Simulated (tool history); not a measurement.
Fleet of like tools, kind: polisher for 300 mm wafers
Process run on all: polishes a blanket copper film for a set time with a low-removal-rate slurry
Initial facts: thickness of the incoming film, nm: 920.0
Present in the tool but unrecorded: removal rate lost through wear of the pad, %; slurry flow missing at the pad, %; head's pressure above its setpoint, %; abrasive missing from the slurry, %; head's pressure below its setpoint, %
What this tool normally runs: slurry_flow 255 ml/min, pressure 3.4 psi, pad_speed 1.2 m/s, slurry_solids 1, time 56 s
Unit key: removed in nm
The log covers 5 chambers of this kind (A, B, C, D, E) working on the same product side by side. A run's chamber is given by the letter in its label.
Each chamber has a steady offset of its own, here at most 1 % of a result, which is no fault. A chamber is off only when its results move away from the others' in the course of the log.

run,hour,slurry_flow,pressure,pad_speed,slurry_solids,time,wafers polished on this pad,hours since the slurry nozzle was cleaned,hours since the head pressure was calibrated,hours since the slurry blender was calibrated,removed
1C,5.8,255,3.4,1.2,1,56,874,6.7,201.3,245.1,217.15
2A,13.5,255,3.4,1.2,1,56,1424,209.7,24.8,29.2,219.53
3D,22.7,255,3.4,1.2,1,56,249,50.1,42.4,132.3,209.72
# hour 24.4: chamber E: slurry blender recalibrated
# hour 27.7: chamber C: worn pad replaced by a new one
4B,32.4,255,3.4,1.2,1,56,970,128.7,432.2,33.9,211.28
# hour 39.4: chamber A: worn pad replaced by a new one
5E,39.8,255,3.4,1.2,1,56,400,416.1,1083.1,15.4,216.19
6A,45.4,255,3.4,1.2,1,56,59,241.6,56.7,61.1,218.78
7E,55.7,315,3.4,0.98,1,56,557,432,1099,31.3,182.75
8D,64,315,3.4,0.98,1,56,657,91.4,83.7,173.6,174.58
9C,69.4,315,3.4,0.98,1,56,412,70.3,264.9,308.7,180.62
# hour 74.1: chamber E: worn pad replaced by a new one
10B,77,315,3.4,0.98,1,56,1411,173.3,476.8,78.5,182.51
# hour 78.5: chamber C: slurry blender recalibrated
# hour 83.6: chamber B: worn pad replaced by a new one
11B,84.9,315,3.4,0.98,1,56,13,181.2,484.7,86.4,180.25
12E,94.8,255,3.4,1.54,1,47,204,471.1,1138.1,70.4,232.62
13C,99.3,255,3.4,1.54,1,47,707,100.2,294.8,20.8,231.53
14A,106.7,255,3.4,1.54,1,47,664,302.9,118,122.4,227.28
15D,113.6,255,3.4,1.54,1,47,1147,141,133.3,223.2,227.5
16E,120.3,255,3.4,1.54,1,47,456,496.6,1163.6,95.9,229.99
17A,128.2,255,3.4,1.2,1,56,877,324.4,139.5,143.9,215.61
# hour 134.1: chamber D: worn pad replaced by a new one
18B,134.5,255,3.4,1.2,1,56,503,230.8,534.3,136,222.52
19D,141.3,255,3.4,1.2,1,56,71,168.7,161,250.9,213.43
# hour 145.6: chamber E: worn pad replaced by a new one
# hour 148.4: chamber C: worn pad replaced by a new one
20C,149.2,255,3.4,1.2,1,56,8,150.1,344.7,70.7,213.24
21B,154.5,255,3.4,1.2,1,56,700,250.8,554.3,156,218.07
# hour 155.8: chamber D: slurry blender recalibrated
# hour 157.9: chamber E: head pressure recalibrated
22C,162.2,255,3.4,1.2,1,56,137,163.1,357.7,83.7,214.62
23A,167.1,255,3.4,1.2,1,56,1261,363.3,178.4,182.8,220.12
24E,173.6,255,3.4,1.2,1,56,277,549.9,15.8,149.2,213.41
# hour 175.6: chamber A: worn pad replaced by a new one
25D,179.3,255,3.4,1.2,1,56,446,206.7,199,23.6,212.39
# hour 186.5: chamber E: slurry nozzle cleaned
26A,186.8,255,3.4,1.2,1,56,111,383,198.1,202.5,216.16
27D,195.7,255,4,0.9,1,56,608,223.1,215.4,40,189.6
28B,200.5,255,4,0.9,1,56,1154,296.8,600.3,202,186.79
29E,208.6,255,4,0.9,1,56,623,22.2,50.8,184.2,189.34
# hour 208.8: chamber E: worn pad replaced by a new one
30C,216,255,4,0.9,1,56,668,216.9,411.5,137.5,190.89
# hour 221.5: chamber C: slurry nozzle cleaned
31C,225,255,4,0.9,1,56,757,3.5,420.5,146.5,191.1
32E,231.6,255,3.4,1.2,1,56,225,45.2,73.8,207.2,215

Has any chamber moved away from the others, gradually or after a service, or does the common gauge drift, or do the chambers differ only by their own small steady offsets? State the chamber and the most likely cause if one applies.

Neither any chamber nor the gauge drifts; the chambers differ only by their own small, steady offsets.
